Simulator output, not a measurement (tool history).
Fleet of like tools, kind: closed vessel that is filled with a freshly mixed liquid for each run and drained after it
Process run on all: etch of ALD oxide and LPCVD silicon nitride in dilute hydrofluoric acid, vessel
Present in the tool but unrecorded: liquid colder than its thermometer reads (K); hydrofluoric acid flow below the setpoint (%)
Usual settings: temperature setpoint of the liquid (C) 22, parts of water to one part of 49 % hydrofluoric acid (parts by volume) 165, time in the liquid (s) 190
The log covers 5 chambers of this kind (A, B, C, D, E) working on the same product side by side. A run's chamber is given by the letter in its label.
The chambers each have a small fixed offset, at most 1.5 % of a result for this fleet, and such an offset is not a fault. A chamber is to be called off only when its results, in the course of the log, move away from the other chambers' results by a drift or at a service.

run   hour  temperature setpoint of the liquid (C)  parts of water to one part of 49 % hydrofluoric acid (parts by volume)  time in the liquid (s)  hours since the thermometer was replaced  hours since the hydrofluoric acid flow meter was replaced  read-back film thickness of the ALD oxide reference wafer, read on the same gauge (nm)  read-back film thickness of the LPCVD silicon nitride reference wafer, read on the same gauge (nm)  thickness taken off the ALD oxide on a monitor wafer (Å)  thickness taken off the LPCVD silicon nitride on a monitor wafer (Å)
 1C   10.7                                      22                                                                     165                     190                                     114.7                                                      643.8                                                                                  30.001                                                                                              110.00                                                    295.72                                                                6.2939
 2A   21.6                                      22                                                                     165                     190                                     342.6                                                      620.6                                                                                  30.006                                                                                              110.00                                                    292.83                                                                6.4975
 3B   33.2                                      22                                                                     165                     190                                    2079.1                                                      287.1                                                                                  30.003                                                                                              110.00                                                    290.03                                                                6.1997
 4D   44.2                                      22                                                                     165                     190                                     877.8                                                      371.7                                                                                  30.001                                                                                              110.01                                                    297.11                                                                6.6720
      47.5  -- chamber A: hydrofluoric acid flow meter replaced
 5E   53.0                                      22                                                                     165                     190                                    1198.7                                                      574.2                                                                                  29.996                                                                                              110.02                                                    294.63                                                                6.4129
 6A   64.0                                      22                                                                     100                     190                                     385.0                                                       16.5                                                                                  30.000                                                                                              110.01                                                    521.69                                                               10.1020
 7E   74.7                                      22                                                                     100                     190                                    1220.4                                                      595.9                                                                                  29.987                                                                                              109.98                                                    523.42                                                               10.2900
 8B   84.1                                      22                                                                     100                     190                                    2130.0                                                      338.0                                                                                  29.999                                                                                              110.03                                                    513.93                                                               10.4740
 9C   90.7                                      22                                                                     100                     190                                     194.7                                                      723.8                                                                                  29.982                                                                                              109.99                                                    524.48                                                                9.8926
10D  100.9                                      22                                                                     100                     190                                     934.5                                                      428.4                                                                                  29.985                                                                                              110.00                                                    531.07                                                               10.4330
11B  112.9                                      22                                                                     165                     190                                    2158.8                                                      366.8                                                                                  30.002                                                                                              110.00                                                    295.90                                                                5.7255
12C  123.4                                      22                                                                     165                     190                                     227.4                                                      756.5                                                                                  29.994                                                                                              110.01                                                    295.31                                                                6.6345
13E  134.8                                      22                                                                     165                     190                                    1280.5                                                      656.0                                                                                  29.988                                                                                              109.99                                                    290.43                                                                6.2405
14D  145.0                                      22                                                                     165                     190                                     978.6                                                      472.5                                                                                  29.991                                                                                              110.01                                                    300.18                                                                6.0211
15A  150.8                                      22                                                                     165                     190                                     471.8                                                      103.3                                                                                  29.999                                                                                              109.99                                                    292.51                                                                6.1345
     153.3  -- chamber E: hydrofluoric acid flow meter replaced
16B  161.1                                      22                                                                     125                     135                                    2207.0                                                      415.0                                                                                  30.008                                                                                              110.01                                                    286.00                                                                5.7502
17D  167.5                                      22                                                                     125                     135                                    1001.1                                                      495.0                                                                                  30.002                                                                                              110.02                                                    294.23                                                                6.1960
18C  176.5                                      22                                                                     125                     135                                     280.5                                                      809.6                                                                                  29.996                                                                                              110.03                                                    290.70                                                                6.0713
19E  187.7                                      22                                                                     125                     135                                    1333.4                                                       34.4                                                                                  29.983                                                                                              109.97                                                    276.62                                                                5.6921
20A  193.9                                      22                                                                     125                     135                                     514.9                                                      146.4                                                                                  30.022                                                                                              110.03                                                    288.39                                                                5.4560
21C  201.1                                      22                                                                     165                     190                                     305.1                                                      834.2                                                                                  29.983                                                                                              109.99                                                    295.80                                                                6.2431
22B  213.0                                      22                                                                     165                     190                                    2258.9                                                      466.9                                                                                  29.998                                                                                              109.97                                                    291.99                                                                6.4274
23D  219.6                                      22                                                                     165                     190                                    1053.2                                                      547.1                                                                                  30.011                                                                                              110.02                                                    296.86                                                                6.2337
24E  232.0                                      22                                                                     165                     190                                    1377.7                                                       78.7                                                                                  29.996                                                                                              109.99                                                    280.28                                                                6.0504
25A  240.7                                      22                                                                     165                     190                                     561.7                                                      193.2                                                                                  29.990                                                                                              110.01                                                    296.84                                                                6.4715
26C  249.8                                      22                                                                     165                     190                                     353.8                                                      882.9                                                                                  30.023                                                                                              110.03                                                    297.01                                                                6.4166
27A  260.1                                      22                                                                     165                     190                                     581.1                                                      212.6                                                                                  29.996                                                                                              110.01                                                    290.77                                                                6.3640
28D  270.6                                      22                                                                     165                     190                                    1104.2                                                      598.1                                                                                  29.997                                                                                              109.99                                                    296.91                                                                6.3872
29B  277.5                                      22                                                                     165                     190                                    2323.4                                                      531.4                                                                                  30.013                                                                                              110.00                                                    291.45                                                                6.1232
30E  289.7                                      22                                                                     215                     145                                    1435.4                                                      136.4                                                                                  30.002                                                                                              109.99                                                    151.60                                                                3.0007
31B  300.0                                      22                                                                     215                     145                                    2345.9                                                      553.9                                                                                  29.994                                                                                              110.01                                                    163.96                                                                3.9221
32A  307.4                                      22                                                                     215                     145                                     628.4                                                      259.9                                                                                  29.999                                                                                              110.01                                                    161.96                                                                3.6382

For the next run the whole fleet of 5 chambers uses the same settings. Give each chamber's results:
33A  316.8                                      22                                                                     165                     250                                                                                                                                                                                                                                                                                                                                                          ?                                                                     ?
33B  316.8                                      22                                                                     165                     250                                                                                                                                                                                                                                                                                                                                                          ?                                                                     ?
33C  316.8                                      22                                                                     165                     250                                                                                                                                                                                                                                                                                                                                                          ?                                                                     ?
33D  316.8                                      22                                                                     165                     250                                                                                                                                                                                                                                                                                                                                                          ?                                                                     ?
33E  316.8                                      22                                                                     165                     250                                                                                                                                                                                                                                                                                                                                                          ?                                                                     ?

run  thickness taken off the ALD oxide on a monitor wafer (Å)  thickness taken off the LPCVD silicon nitride on a monitor wafer (Å)
33A                                                    387.59                                                                8.0824
33B                                                    388.65                                                                8.2551
33C                                                    394.10                                                                8.3040
33D                                                    392.87                                                                8.1172
33E                                                    350.88                                                                7.2743
